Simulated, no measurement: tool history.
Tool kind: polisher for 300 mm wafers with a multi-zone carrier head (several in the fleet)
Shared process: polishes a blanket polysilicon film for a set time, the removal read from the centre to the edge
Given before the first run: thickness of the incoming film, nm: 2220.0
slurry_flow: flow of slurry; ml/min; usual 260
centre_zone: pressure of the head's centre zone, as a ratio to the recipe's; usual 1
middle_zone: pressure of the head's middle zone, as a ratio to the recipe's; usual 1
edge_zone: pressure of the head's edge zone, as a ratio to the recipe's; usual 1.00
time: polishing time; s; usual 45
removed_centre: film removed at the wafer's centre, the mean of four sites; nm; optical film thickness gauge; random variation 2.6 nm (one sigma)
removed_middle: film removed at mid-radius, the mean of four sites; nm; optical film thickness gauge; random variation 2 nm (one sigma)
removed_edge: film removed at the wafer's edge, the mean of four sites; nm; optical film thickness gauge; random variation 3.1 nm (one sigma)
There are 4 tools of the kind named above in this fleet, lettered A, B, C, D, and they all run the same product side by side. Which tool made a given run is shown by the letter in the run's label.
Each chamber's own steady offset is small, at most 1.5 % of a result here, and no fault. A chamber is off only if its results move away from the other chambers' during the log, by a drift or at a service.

| run | hour | slurry_flow | centre_zone | middle_zone | edge_zone | time | wafers polished on this pad | hours since the slurry nozzle was cleaned | hours since the centre zone pressure was calibrated | hours since the edge zone pressure was calibrated | removed_centre | removed_middle | removed_edge |
|---|---|---|---|---|---|---|---|---|---|---|---|---|---|
| 1C | 4.1 | 260 | 1 | 1 | 1.00 | 45 | 425 | 327.4 | 295.4 | 664.2 | 250.13 | 245.38 | 250.53 |
| 2B | 9.0 | 260 | 1 | 1 | 1.00 | 45 | 710 | 221.2 | 296.0 | 734.4 | 243.92 | 248.52 | 250.20 |
|  | 9.2 | chamber A: worn pad replaced by a new one |
|  | 13.6 | chamber B: worn pad replaced by a new one |
| 3D | 15.6 | 260 | 1 | 1 | 1.00 | 45 | 564 | 180.6 | 560.6 | 288.8 | 250.74 | 246.45 | 246.47 |
| 4A | 21.0 | 260 | 1 | 1 | 1.00 | 45 | 193 | 301.1 | 33.4 | 538.4 | 245.70 | 242.34 | 254.10 |
| 5C | 26.6 | 260 | 1 | 1 | 1.00 | 45 | 791 | 349.9 | 317.9 | 686.7 | 245.86 | 248.65 | 241.10 |
| 6D | 32.1 | 260 | 1 | 1 | 1.00 | 45 | 832 | 197.1 | 577.1 | 305.3 | 248.71 | 248.08 | 249.77 |
| 7B | 36.3 | 260 | 1 | 1 | 1.00 | 45 | 369 | 248.5 | 323.3 | 761.7 | 247.89 | 244.57 | 250.00 |
| 8A | 39.7 | 260 | 1 | 1 | 1.00 | 45 | 497 | 319.8 | 52.1 | 557.1 | 245.57 | 244.75 | 243.80 |
|  | 43.0 | chamber C: worn pad replaced by a new one |
| 9B | 45.5 | 260 | 1 | 1 | 1.00 | 45 | 519 | 257.7 | 332.5 | 770.9 | 244.35 | 248.74 | 249.12 |
| 10C | 49.0 | 260 | 1 | 1 | 1.00 | 45 | 99 | 372.3 | 340.3 | 709.1 | 247.16 | 246.67 | 247.63 |
|  | 50.2 | chamber D: worn pad replaced by a new one |
| 11D | 54.9 | 260 | 1 | 1 | 1.00 | 45 | 76 | 219.9 | 599.9 | 328.1 | 246.98 | 247.60 | 247.68 |
|  | 55.4 | chamber B: slurry nozzle cleaned |
| 12A | 60.3 | 260 | 1 | 1 | 1.00 | 45 | 832 | 340.4 | 72.7 | 577.7 | 245.57 | 245.82 | 247.80 |
|  | 61.6 | chamber B: worn pad replaced by a new one |
| 13A | 66.8 | 260 | 1 | 1 | 1.00 | 45 | 937 | 346.9 | 79.2 | 584.2 | 244.93 | 245.17 | 245.12 |
| 14C | 72.4 | 260 | 1 | 1 | 1.00 | 45 | 479 | 395.7 | 363.7 | 732.5 | 245.49 | 245.77 | 244.42 |
|  | 78.7 | chamber D: centre zone pressure recalibrated |
|  | 79.0 | chamber C: centre zone pressure recalibrated |
| 15D | 79.4 | 260 | 1 | 1 | 1.00 | 45 | 475 | 244.4 | 0.7 | 352.6 | 219.37 | 247.05 | 245.71 |
| 16B | 86.0 | 260 | 1 | 1 | 1.00 | 45 | 397 | 30.6 | 373.0 | 811.4 | 244.91 | 248.21 | 243.48 |
|  | 89.4 | chamber A: worn pad replaced by a new one |
| 17C | 91.7 | 260 | 1 | 1 | 1.00 | 45 | 793 | 415.0 | 12.7 | 751.8 | 246.88 | 246.70 | 241.86 |
| 18B | 97.8 | 260 | 1 | 1 | 1.00 | 45 | 589 | 42.4 | 384.8 | 823.2 | 243.81 | 247.01 | 249.80 |
|  | 98.8 | chamber B: worn pad replaced by a new one |
| 19A | 102.5 | 260 | 1 | 1 | 1.00 | 45 | 213 | 382.6 | 114.9 | 619.9 | 247.69 | 245.60 | 250.05 |
|  | 106.4 | chamber C: worn pad replaced by a new one |
| 20D | 108.2 | 260 | 1 | 1 | 1.00 | 45 | 943 | 273.2 | 29.5 | 381.4 | 225.58 | 246.73 | 247.53 |
| 21A | 111.7 | 340 | 1 | 1 | 1.00 | 45 | 362 | 391.8 | 124.1 | 629.1 | 254.25 | 247.98 | 253.79 |
| 22D | 119.1 | 340 | 1 | 1 | 1.00 | 45 | 1120 | 284.1 | 40.4 | 392.3 | 229.78 | 254.33 | 250.81 |
| 23C | 122.7 | 340 | 1 | 1 | 1.00 | 45 | 265 | 446.0 | 43.7 | 782.8 | 252.15 | 254.86 | 256.67 |
| 24B | 129.9 | 340 | 1 | 1 | 1.00 | 45 | 506 | 74.5 | 416.9 | 855.3 | 250.80 | 254.04 | 247.90 |
| 25D | 137.4 | 260 | 1 | 1 | 1.00 | 45 | 1418 | 302.4 | 58.7 | 410.6 | 221.49 | 249.42 | 250.88 |
|  | 138.6 | chamber D: worn pad replaced by a new one |
|  | 142.3 | chamber B: worn pad replaced by a new one |
| 26B | 144.6 | 260 | 1 | 1 | 1.00 | 45 | 37 | 89.2 | 431.6 | 870.0 | 247.27 | 246.41 | 248.21 |
| 27C | 148.5 | 260 | 1 | 1 | 1.00 | 45 | 684 | 471.8 | 69.5 | 808.6 | 246.06 | 246.33 | 249.07 |
| 28A | 154.8 | 260 | 1 | 1 | 1.00 | 45 | 1063 | 434.9 | 167.2 | 672.2 | 249.50 | 244.98 | 247.29 |
| 29D | 160.0 | 260 | 1 | 1 | 1.00 | 45 | 348 | 325.0 | 81.3 | 433.2 | 216.43 | 249.45 | 244.49 |
| 30A | 166.5 | 260 | 1 | 1 | 1.04 | 55 | 1253 | 446.6 | 178.9 | 683.9 | 298.18 | 293.45 | 304.44 |
|  | 169.5 | chamber C: worn pad replaced by a new one |
| 31C | 169.8 | 260 | 1 | 1 | 1.04 | 55 | 5 | 493.1 | 90.8 | 829.9 | 302.54 | 302.77 | 309.36 |

Read the log: is a single chamber off, either drifting away or since a service, is the gauge that measures every chamber drifting, or is nothing wrong beyond small per-chamber offsets? Name any odd chamber and what most likely caused it.

After it was serviced, chamber D no longer matches the other chambers.
Most likely cause: centre zone's pressure below its setpoint, % = 10.2.

Here are 4 candidates for chamber D's next run, each the usual settings with a change, their results left as question marks. Which one brings its results back in line with what the others give on the usual settings?
In-line tolerance around the mean of the other chambers on the usual settings: removed_centre 9.00 nm; removed_middle 6.90 nm; removed_edge 11.00 nm
| 32D-1 | 175.2 | 260 | 1.03 | 0.99 | 0.99 | 45 |  |  |  |  | ? | ? | ? |
| 32D-2 | 175.2 | 265 | 1.08 | 0.97 | 0.98 | 46 |  |  |  |  | ? | ? | ? |
| 32D-3 | 175.2 | 260 | 0.97 | 1.01 | 1.01 | 45 |  |  |  |  | ? | ? | ? |
| 32D-4 | 175.2 | 255 | 0.92 | 1.03 | 1.02 | 44 |  |  |  |  | ? | ? | ? |

The other chambers' mean on the usual settings: removed_centre 246.55 nm; removed_middle 245.64 nm; removed_edge 248.28 nm
| run | removed_centre | removed_middle | removed_edge |
|---|---|---|---|
| 32D-1 | 226.88 | 246.78 | 244.38 |
| 32D-2 | 245.07 | 248.12 | 248.96 |
| 32D-3 | 212.11 | 251.35 | 246.89 |
| 32D-4 | 194.88 | 249.68 | 242.19 |
Change 32D-2 lands the chamber within the allowed miss of the other chambers.
